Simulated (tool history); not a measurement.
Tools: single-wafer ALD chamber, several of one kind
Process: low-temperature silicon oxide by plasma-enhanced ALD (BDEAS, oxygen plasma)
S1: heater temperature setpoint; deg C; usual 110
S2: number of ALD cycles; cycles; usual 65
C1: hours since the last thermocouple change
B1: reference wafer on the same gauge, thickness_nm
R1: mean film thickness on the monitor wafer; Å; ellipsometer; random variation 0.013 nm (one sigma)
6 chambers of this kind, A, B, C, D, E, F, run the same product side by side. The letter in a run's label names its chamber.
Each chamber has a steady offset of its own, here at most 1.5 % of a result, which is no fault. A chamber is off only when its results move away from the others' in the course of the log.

run 1D day=0.371 | S1=110 S2=65 | C1=467.3 | B1=10.074 | R1=91.1
run 2B day=0.85 | S1=110 S2=65 | C1=322.8 | B1=10.073 | R1=91.005
run 3A day=1.138 | S1=110 S2=65 | C1=31.8 | B1=10.074 | R1=91.874
run 4F day=1.542 | S1=110 S2=65 | C1=808.2 | B1=10.078 | R1=92.353
run 5E day=1.983 | S1=110 S2=65 | C1=215.5 | B1=10.071 | R1=91.529
run 6C day=2.425 | S1=110 S2=65 | C1=1267.3 | B1=10.073 | R1=90.227
run 7F day=2.754 | S1=110 S2=65 | C1=837.3 | B1=10.072 | R1=91.991
run 8E day=3.208 | S1=110 S2=65 | C1=244.9 | B1=10.071 | R1=91.361
run 9D day=3.596 | S1=110 S2=65 | C1=544.7 | B1=10.068 | R1=91.013
run 10B day=4.088 | S1=110 S2=65 | C1=400.5 | B1=10.063 | R1=90.801
run 11C day=4.462 | S1=110 S2=65 | C1=1316.2 | B1=10.062 | R1=90.119
run 12A day=4.854 | S1=110 S2=65 | C1=121 | B1=10.06 | R1=91.891
run 13F day=5.4 | S1=110 S2=65 | C1=900.8 | B1=10.058 | R1=92.078
run 14E day=5.938 | S1=110 S2=65 | C1=310.4 | B1=10.06 | R1=91.416
run 15B day=6.208 | S1=110 S2=65 | C1=451.4 | B1=10.059 | R1=90.608
run 16A day=6.762 | S1=110 S2=65 | C1=166.8 | B1=10.056 | R1=91.841
run 17D day=7.192 | S1=110 S2=65 | C1=631 | B1=10.054 | R1=91.075
run 18C day=7.704 | S1=110 S2=65 | C1=1394 | B1=10.052 | R1=89.984
run 19D day=8.2 | S1=110 S2=65 | C1=655.2 | B1=10.05 | R1=90.563
run 20E day=8.558 | S1=110 S2=65 | C1=373.3 | B1=10.048 | R1=91.119
run 21C day=9.129 | S1=110 S2=65 | C1=1428.2 | B1=10.047 | R1=89.693
run 22B day=9.55 | S1=110 S2=65 | C1=531.6 | B1=10.043 | R1=90.809
run 23A day=10.062 | S1=110 S2=65 | C1=246 | B1=10.04 | R1=91.642
run 24F day=10.554 | S1=110 S2=65 | C1=1024.5 | B1=10.044 | R1=91.87
run 25B day=11.071 | S1=110 S2=65 | C1=568.1 | B1=10.043 | R1=90.328
run 26F day=11.338 | S1=110 S2=65 | C1=1043.3 | B1=10.039 | R1=91.775
-- day=11.367 chamber C: thermocouple changed; heater temperature recalibrated
run 27D day=11.612 | S1=110 S2=65 | C1=737.1 | B1=10.037 | R1=90.623
run 28C day=12.171 | S1=110 S2=65 | C1=19.3 | B1=10.033 | R1=90.008
run 29A day=12.567 | S1=110 S2=65 | C1=306.1 | B1=10.034 | R1=91.539
run 30E day=13.083 | S1=110 S2=65 | C1=481.9 | B1=10.031 | R1=90.878
run 31A day=13.675 | S1=110 S2=65 | C1=332.7 | B1=10.028 | R1=91.751
run 32E day=14.129 | S1=110 S2=65 | C1=507 | B1=10.027 | R1=90.963
run 33F day=14.412 | S1=110 S2=65 | C1=1117.1 | B1=10.028 | R1=91.795
-- day=14.717 chamber D: thermocouple changed; heater temperature recalibrated
run 34B day=14.979 | S1=110 S2=65 | C1=661.9 | B1=10.022 | R1=90.277
run 35C day=15.45 | S1=110 S2=65 | C1=98 | B1=10.023 | R1=89.936
run 36D day=15.938 | S1=110 S2=65 | C1=29.3 | B1=10.02 | R1=90.591

Next, every chamber runs the same settings. What will each give?
run 37A day=16.362 | S1=110 S2=65 | R1=?
run 37B day=16.362 | S1=110 S2=65 | R1=?
run 37C day=16.362 | S1=110 S2=65 | R1=?
run 37D day=16.362 | S1=110 S2=65 | R1=?
run 37E day=16.362 | S1=110 S2=65 | R1=?
run 37F day=16.362 | S1=110 S2=65 | R1=?

run=37A R1=91.628
run=37B R1=90.497
run=37C R1=89.714
run=37D R1=90.592
run=37E R1=90.949
run=37F R1=91.64
